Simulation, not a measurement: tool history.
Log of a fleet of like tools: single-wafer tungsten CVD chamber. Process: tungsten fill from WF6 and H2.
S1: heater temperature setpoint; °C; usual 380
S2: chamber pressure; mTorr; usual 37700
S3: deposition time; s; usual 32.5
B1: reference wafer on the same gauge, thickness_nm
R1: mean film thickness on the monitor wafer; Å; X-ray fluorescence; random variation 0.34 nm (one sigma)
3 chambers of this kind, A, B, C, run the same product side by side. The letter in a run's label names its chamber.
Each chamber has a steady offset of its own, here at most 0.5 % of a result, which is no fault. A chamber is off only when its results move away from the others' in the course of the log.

run 1C day=0.250 | S1=380 S2=37700 S3=32.5 | B1=64.237 | R1=714.25
run 2A day=0.508 | S1=380 S2=37700 S3=32.5 | B1=64.229 | R1=710.50
run 3B day=0.725 | S1=380 S2=37700 S3=32.5 | B1=64.164 | R1=713.30
run 4A day=0.921 | S1=380 S2=37700 S3=32.5 | B1=64.282 | R1=716.07
run 5C day=1.179 | S1=380 S2=37700 S3=32.5 | B1=64.235 | R1=718.36
run 6B day=1.338 | S1=380 S2=37700 S3=32.5 | B1=64.234 | R1=716.57
run 7B day=1.471 | S1=380 S2=37700 S3=32.5 | B1=64.236 | R1=714.52
run 8A day=1.592 | S1=380 S2=37700 S3=32.5 | B1=64.238 | R1=712.48
run 9C day=1.850 | S1=380 S2=37700 S3=32.5 | B1=64.236 | R1=720.50
run 10A day=2.021 | S1=380 S2=37700 S3=32.5 | B1=64.291 | R1=718.65
run 11B day=2.275 | S1=367 S2=37700 S3=27.6 | B1=64.188 | R1=462.91
run 12C day=2.462 | S1=367 S2=37700 S3=27.6 | B1=64.336 | R1=467.14
run 13A day=2.642 | S1=367 S2=37700 S3=27.6 | B1=64.185 | R1=463.60
run 14B day=2.792 | S1=380 S2=37700 S3=29.2 | B1=64.192 | R1=646.81
run 15C day=2.958 | S1=380 S2=37700 S3=29.2 | B1=64.157 | R1=654.37
run 16A day=3.200 | S1=380 S2=37700 S3=29.2 | B1=64.139 | R1=638.19
run 17B day=3.446 | S1=380 S2=37700 S3=32.5 | B1=64.153 | R1=709.11
run 18C day=3.588 | S1=380 S2=37700 S3=32.5 | B1=64.189 | R1=735.57
run 19B day=3.717 | S1=380 S2=37700 S3=32.5 | B1=64.338 | R1=716.58
run 20C day=3.908 | S1=380 S2=37700 S3=32.5 | B1=64.188 | R1=728.44
-- day=3.958 chamber A: capacitance manometer re-zeroed and calibrated
run 21A day=4.125 | S1=380 S2=37700 S3=32.5 | B1=64.179 | R1=707.71
run 22B day=4.354 | S1=380 S2=37700 S3=32.5 | B1=64.226 | R1=712.22
run 23A day=4.492 | S1=380 S2=37700 S3=32.5 | B1=64.160 | R1=709.94
run 24C day=4.646 | S1=380 S2=37700 S3=32.5 | B1=64.266 | R1=737.03
run 25B day=4.792 | S1=380 S2=37700 S3=32.5 | B1=64.177 | R1=708.48
run 26A day=5.050 | S1=380 S2=37700 S3=32.5 | B1=64.130 | R1=713.46
run 27C day=5.183 | S1=380 S2=37700 S3=30.2 | B1=64.195 | R1=684.78
run 28C day=5.321 | S1=380 S2=37700 S3=30.2 | B1=64.214 | R1=690.08
run 29B day=5.492 | S1=380 S2=37700 S3=30.2 | B1=64.244 | R1=661.20
run 30A day=5.612 | S1=380 S2=37700 S3=32.5 | B1=64.226 | R1=717.23
run 31B day=5.746 | S1=380 S2=37700 S3=32.5 | B1=64.299 | R1=711.39
run 32A day=5.971 | S1=380 S2=37700 S3=32.5 | B1=64.246 | R1=703.74
run 33C day=6.162 | S1=380 S2=37700 S3=32.5 | B1=64.237 | R1=744.98
run 34B day=6.362 | S1=380 S2=37700 S3=32.5 | B1=64.142 | R1=705.60
run 35A day=6.571 | S1=380 S2=30000 S3=36.1 | B1=64.201 | R1=714.41
run 36C day=6.704 | S1=380 S2=30000 S3=36.1 | B1=64.195 | R1=743.30
run 37A day=6.933 | S1=380 S2=30000 S3=36.1 | B1=64.125 | R1=707.50

Next, every chamber runs the same settings. What will each give?
run 38A day=7.121 | S1=380 S2=37700 S3=26.5 | R1=?
run 38B day=7.121 | S1=380 S2=37700 S3=26.5 | R1=?
run 38C day=7.121 | S1=380 S2=37700 S3=26.5 | R1=?

run=38A R1=579.38
run=38B R1=577.78
run=38C R1=612.58
